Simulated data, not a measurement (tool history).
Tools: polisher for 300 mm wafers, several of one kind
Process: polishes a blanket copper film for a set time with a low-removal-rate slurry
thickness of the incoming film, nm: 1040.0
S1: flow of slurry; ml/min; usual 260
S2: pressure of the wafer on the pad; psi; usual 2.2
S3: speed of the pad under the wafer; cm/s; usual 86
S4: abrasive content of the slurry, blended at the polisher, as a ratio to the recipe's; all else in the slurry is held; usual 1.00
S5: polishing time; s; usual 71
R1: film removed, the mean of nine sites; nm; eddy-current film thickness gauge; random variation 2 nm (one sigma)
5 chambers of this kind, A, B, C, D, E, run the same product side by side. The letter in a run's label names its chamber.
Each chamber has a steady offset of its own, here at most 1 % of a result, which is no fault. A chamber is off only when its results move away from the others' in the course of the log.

run,day,S1,S2,S3,S4,S5,R1
1D,0.171,260,2.2,86,1.00,71,150.490
# day 0.312: chamber E: worn pad replaced by a new one
2A,0.317,260,2.2,86,1.00,71,141.400
# day 0.458: chamber D: slurry blender recalibrated
3B,0.504,260,2.2,86,1.00,71,147.030
4C,0.696,260,2.2,86,1.00,71,144.660
5E,0.892,180,2.2,86,1.00,51,101.380
6B,1.067,180,2.2,86,1.00,51,99.977
7C,1.317,180,2.2,86,1.00,51,100.970
8E,1.504,180,2.2,86,1.00,51,100.070
# day 1.583: chamber A: worn pad replaced by a new one
9A,1.692,180,2.2,86,1.00,51,99.830
# day 1.792: chamber E: slurry blender recalibrated
10D,1.879,260,2.2,86,1.00,71,148.410
# day 2.050: chamber B: worn pad replaced by a new one
11B,2.125,260,2.2,86,1.00,71,141.620
# day 2.242: chamber D: head pressure recalibrated
# day 2.279: chamber C: worn pad replaced by a new one
# day 2.308: chamber A: head pressure recalibrated
12E,2.412,260,2.2,86,1.00,71,145.460
13C,2.579,230,2.8,86,1.00,71,185.930
14A,2.867,230,2.8,86,1.00,71,184.250
15D,3.067,230,2.8,86,1.00,71,185.590
# day 3.308: chamber E: worn pad replaced by a new one
16D,3.342,230,2.8,86,1.00,71,185.380
17A,3.542,230,2.8,86,1.00,71,179.750
# day 3.696: chamber B: slurry blender recalibrated
# day 3.708: chamber D: worn pad replaced by a new one
18B,3.838,260,2.2,86,1.00,71,145.270
19E,4.071,310,2.2,86,0.80,71,142.730
20C,4.258,310,2.2,86,0.80,71,139.980
21B,4.408,310,2.2,86,0.80,71,138.840
# day 4.450: chamber C: worn pad replaced by a new one
22C,4.546,310,2.2,86,0.80,71,142.420
23D,4.825,310,2.2,86,0.80,71,142.290
# day 5.025: chamber C: slurry blender recalibrated
24E,5.050,260,2.2,86,1.00,71,147.940
25A,5.229,260,2.2,86,1.00,71,143.450
26A,5.450,260,1.9,86,0.85,71,117.560
27C,5.675,260,1.9,86,0.85,71,121.330
# day 5.900: chamber E: worn pad replaced by a new one
28E,5.933,260,1.9,86,0.85,71,117.030
# day 5.958: chamber B: worn pad replaced by a new one
29B,6.112,260,1.9,86,0.85,71,120.930
30D,6.292,260,1.9,86,0.85,71,122.140
# day 6.462: chamber D: slurry nozzle cleaned
31D,6.538,260,2.2,86,1.00,71,144.800
32B,6.788,260,2.2,86,1.00,71,144.350
# day 6.950: chamber A: worn pad replaced by a new one
# day 7.021: chamber C: worn pad replaced by a new one
33A,7.092,260,2.2,86,1.00,71,143.510
34C,7.246,260,2.5,86,1.00,71,164.590
35E,7.538,260,2.5,86,1.00,71,168.120

All 5 chambers run these settings next. Forecast each chamber's results:
36A,7.754,260,2.2,86,1.00,59,?
36B,7.754,260,2.2,86,1.00,59,?
36C,7.754,260,2.2,86,1.00,59,?
36D,7.754,260,2.2,86,1.00,59,?
36E,7.754,260,2.2,86,1.00,59,?

run,R1
36A,118.940
36B,121.450
36C,122.260
36D,122.720
36E,123.550
